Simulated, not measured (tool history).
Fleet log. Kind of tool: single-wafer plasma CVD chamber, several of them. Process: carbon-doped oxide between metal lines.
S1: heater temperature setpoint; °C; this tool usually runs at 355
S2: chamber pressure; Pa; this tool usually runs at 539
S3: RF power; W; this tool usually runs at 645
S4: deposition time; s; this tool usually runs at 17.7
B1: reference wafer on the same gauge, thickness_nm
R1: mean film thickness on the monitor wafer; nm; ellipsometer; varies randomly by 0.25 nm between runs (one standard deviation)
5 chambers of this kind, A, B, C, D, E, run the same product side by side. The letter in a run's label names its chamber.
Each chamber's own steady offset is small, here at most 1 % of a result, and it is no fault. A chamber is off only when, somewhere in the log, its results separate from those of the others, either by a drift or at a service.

run   hour   S1   S2   S3    S4      B1      R1
 1B    2.5  355  539  645  17.7  88.055  102.05
 2E    6.6  355  539  645  17.7      88  101.88
 3C    9.1  355  539  645  17.7  87.993  101.67
 4D   14.2  355  539  645  17.7  87.963   101.8
 5A   18.7  355  539  645  17.7  87.977  101.96
 6E   21.7  355  539  645  17.7  87.993   101.9
 7D   25.3  355  539  645  17.7  88.011   102.1
 8B   30.1  355  539  645  17.7  88.034  102.51
 9C   33.9  355  539  645  17.7  87.998   101.8
10A   38.2  355  539  645  17.7  88.017  102.05
11C   40.7  355  539  645  17.7  88.009  101.45
12A   44.4  355  539  645  17.7  87.969  102.03
13D   48.8  355  539  645  17.7   87.96  102.29
14B     52  355  539  645  17.7  88.041  102.44
15E   54.8  355  539  645  17.7  87.961  101.73
16D   57.3  355  539  645  17.7   88.02  101.82
17B   60.8  367  652  645  17.7  87.998   101.8
18E   64.7  367  652  645  17.7  88.017  101.74
19A   68.8  367  652  645  17.7  87.913   101.8
20C   72.9  367  652  645  17.7  88.001  100.21
21E   76.9  367  652  645  17.7  88.015  101.88
22A   82.3  355  539  645  17.7  88.012  102.38
23D     87  355  539  645  17.7  88.014  102.26
24C   92.3  355  539  645  17.7  87.989  100.68
25B   96.5  355  539  645  17.7   88.03  102.29
26E  102.2  355  539  645  17.7   88.02  101.86
27C  105.8  355  539  645  17.7  88.005  99.543
28A  108.9  355  539  645  17.7  87.977  102.58
     109.8  -- chamber B: capacitance manometer re-zeroed and calibrated
29B  113.7  355  539  645  17.7  87.977  102.37
30D  117.5  355  539  645  17.7  88.003  102.12
31C  122.3  355  539  645  17.7  87.934  100.22
32D  126.2  355  539  645  17.7  87.934  101.86
33B  131.6  355  539  645  17.7  87.961  102.15
34E  135.3  355  539  645  17.7  87.955  101.83
35A  139.3  355  539  645  17.7  88.042  101.59
36C  143.8  355  539  645  17.7  87.998  99.419
37E  146.6  355  539  645  17.7  88.025  101.77
38A  152.1  355  539  645  17.7  88.041  101.99

All chambers now run identical settings, listed one chamber a line with results as question marks. What results will each chamber show?
39A  156.2  355  539  645  14.8       ?
39B  156.2  355  539  645  14.8       ?
39C  156.2  355  539  645  14.8       ?
39D  156.2  355  539  645  14.8       ?
39E  156.2  355  539  645  14.8       ?

run      R1
39A  85.799
39B  85.787
39C  82.965
39D  86.021
39E  85.539

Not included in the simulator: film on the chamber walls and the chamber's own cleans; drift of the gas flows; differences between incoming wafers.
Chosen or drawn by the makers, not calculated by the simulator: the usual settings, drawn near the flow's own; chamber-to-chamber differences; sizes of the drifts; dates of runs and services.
